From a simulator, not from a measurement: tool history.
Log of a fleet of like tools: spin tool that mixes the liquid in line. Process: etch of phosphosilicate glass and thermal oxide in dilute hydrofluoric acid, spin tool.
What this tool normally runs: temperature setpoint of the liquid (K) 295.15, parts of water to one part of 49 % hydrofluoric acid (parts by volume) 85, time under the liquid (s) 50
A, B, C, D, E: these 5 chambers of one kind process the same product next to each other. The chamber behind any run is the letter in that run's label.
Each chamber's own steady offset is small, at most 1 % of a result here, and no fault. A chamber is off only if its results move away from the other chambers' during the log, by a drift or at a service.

| run | hour | temperature setpoint of the liquid (K) | parts of water to one part of 49 % hydrofluoric acid (parts by volume) | time under the liquid (s) | read-back film thickness of the phosphosilicate glass reference wafer, read on the same gauge (nm) | read-back film thickness of the thermal oxide reference wafer, read on the same gauge (nm) | thickness taken off the phosphosilicate glass on a monitor wafer (nm) | thickness taken off the thermal oxide on a monitor wafer (nm) |
|---|---|---|---|---|---|---|---|---|
|  | 6.2 | chamber A: hydrofluoric acid flow meter replaced |
| 1A | 11.7 | 295.15 | 85 | 50 | 40.008 | 120.03 | 39.944 | 2.7232 |
| 2B | 27.2 | 295.15 | 85 | 50 | 40.03 | 120.03 | 39.368 | 2.7242 |
| 3C | 36.8 | 295.15 | 85 | 50 | 39.982 | 120.01 | 40.137 | 2.7276 |
| 4E | 51.1 | 295.15 | 85 | 50 | 39.997 | 119.97 | 40.379 | 2.762 |
| 5D | 60.8 | 295.15 | 85 | 50 | 39.999 | 120.03 | 39.778 | 2.7529 |
| 6E | 70.7 | 295.15 | 85 | 50 | 40.018 | 120.01 | 40.166 | 2.7698 |
| 7C | 84.5 | 295.15 | 85 | 50 | 40.004 | 120.01 | 39.999 | 2.7397 |
|  | 97 | chamber B: hydrofluoric acid flow meter replaced |
| 8B | 99.4 | 295.15 | 85 | 50 | 40.027 | 120 | 39.984 | 2.7709 |
| 9D | 110.7 | 295.15 | 85 | 65 | 40.024 | 120.03 | 52.656 | 3.5214 |
|  | 114.1 | chamber E: hydrofluoric acid flow meter replaced |
| 10A | 119.2 | 295.15 | 85 | 65 | 40.003 | 119.99 | 53.115 | 3.5712 |
| 11A | 127 | 295.15 | 85 | 65 | 39.991 | 119.99 | 52.829 | 3.5205 |
| 12E | 141.6 | 295.15 | 85 | 65 | 39.994 | 120.03 | 51.657 | 3.6191 |
| 13B | 151.5 | 295.15 | 85 | 65 | 40.01 | 120.01 | 52.32 | 3.5329 |
| 14C | 160 | 295.15 | 85 | 50 | 40 | 120.01 | 39.77 | 2.7531 |
| 15D | 169 | 295.15 | 85 | 50 | 39.993 | 120 | 40.688 | 2.7367 |
| 16A | 177.9 | 295.15 | 85 | 50 | 40.015 | 119.99 | 40.172 | 2.7109 |
| 17E | 188.8 | 292.65 | 85 | 75 | 40.023 | 119.98 | 54.294 | 3.6637 |
| 18D | 200.9 | 292.65 | 85 | 75 | 40.014 | 120 | 54.678 | 3.6657 |
| 19C | 211.8 | 292.65 | 85 | 75 | 40.007 | 120 | 54.026 | 3.6854 |
|  | 216.3 | chamber C: thermometer replaced |
| 20B | 225.2 | 292.65 | 85 | 75 | 40.008 | 120.02 | 53.25 | 3.7173 |
| 21D | 238.2 | 292.65 | 85 | 75 | 40 | 120.03 | 54.371 | 3.6805 |
| 22A | 248.6 | 290.65 | 85 | 70 | 40.008 | 120.02 | 46.296 | 3.1884 |
| 23B | 260 | 290.65 | 85 | 70 | 40.009 | 119.98 | 46.027 | 3.2196 |
| 24E | 270.2 | 290.65 | 85 | 70 | 40.008 | 120.01 | 46.349 | 3.1072 |
| 25C | 281.1 | 290.65 | 85 | 70 | 39.998 | 119.96 | 46.752 | 3.1704 |
| 26B | 294.4 | 290.65 | 85 | 70 | 40.007 | 120 | 45.465 | 3.1054 |
| 27D | 301.8 | 295.15 | 85 | 65 | 39.963 | 119.97 | 52.41 | 3.5147 |
| 28C | 309.8 | 295.15 | 85 | 65 | 40.007 | 120.02 | 51.879 | 3.569 |
| 29A | 318.2 | 295.15 | 85 | 65 | 40.045 | 120.05 | 52.076 | 3.5361 |
| 30E | 326.4 | 295.15 | 85 | 65 | 39.994 | 120.02 | 52.077 | 3.5899 |
| 31B | 341.5 | 295.15 | 85 | 65 | 39.994 | 120 | 52.14 | 3.567 |
| 32D | 354.3 | 295.15 | 85 | 50 | 40.008 | 120.03 | 39.986 | 2.7564 |
| 33C | 364.5 | 295.15 | 85 | 50 | 40.024 | 120 | 40.172 | 2.7242 |
| 34E | 377.2 | 295.15 | 85 | 50 | 39.993 | 120 | 40.485 | 2.7566 |
| 35A | 389.8 | 295.15 | 85 | 50 | 39.992 | 120 | 40.396 | 2.7418 |
| 36A | 398.9 | 295.15 | 85 | 50 | 39.998 | 120.03 | 40.444 | 2.7872 |
| 37B | 414.3 | 295.15 | 85 | 50 | 40.01 | 119.99 | 39.286 | 2.7626 |
| 38E | 428.3 | 291.15 | 85 | 50 | 39.961 | 119.98 | 34.494 | 2.3918 |
| 39C | 442 | 291.15 | 85 | 50 | 39.997 | 120.01 | 33.725 | 2.2908 |
| 40D | 456.2 | 291.15 | 85 | 50 | 40.011 | 119.98 | 33.852 | 2.3509 |
| 41C | 465.7 | 291.15 | 85 | 50 | 40.011 | 119.99 | 34.574 | 2.2522 |
| 42D | 479.5 | 291.15 | 85 | 50 | 39.972 | 120.02 | 34.068 | 2.3044 |

Which is it: a chamber that has drifted or been left off by a service, a gauge drift common to all chambers, or only each chamber's usual small offset? If a chamber is off, name it and its likeliest cause.

No chamber is off and the gauge is stable; the differences are just each chamber's small, constant offset.
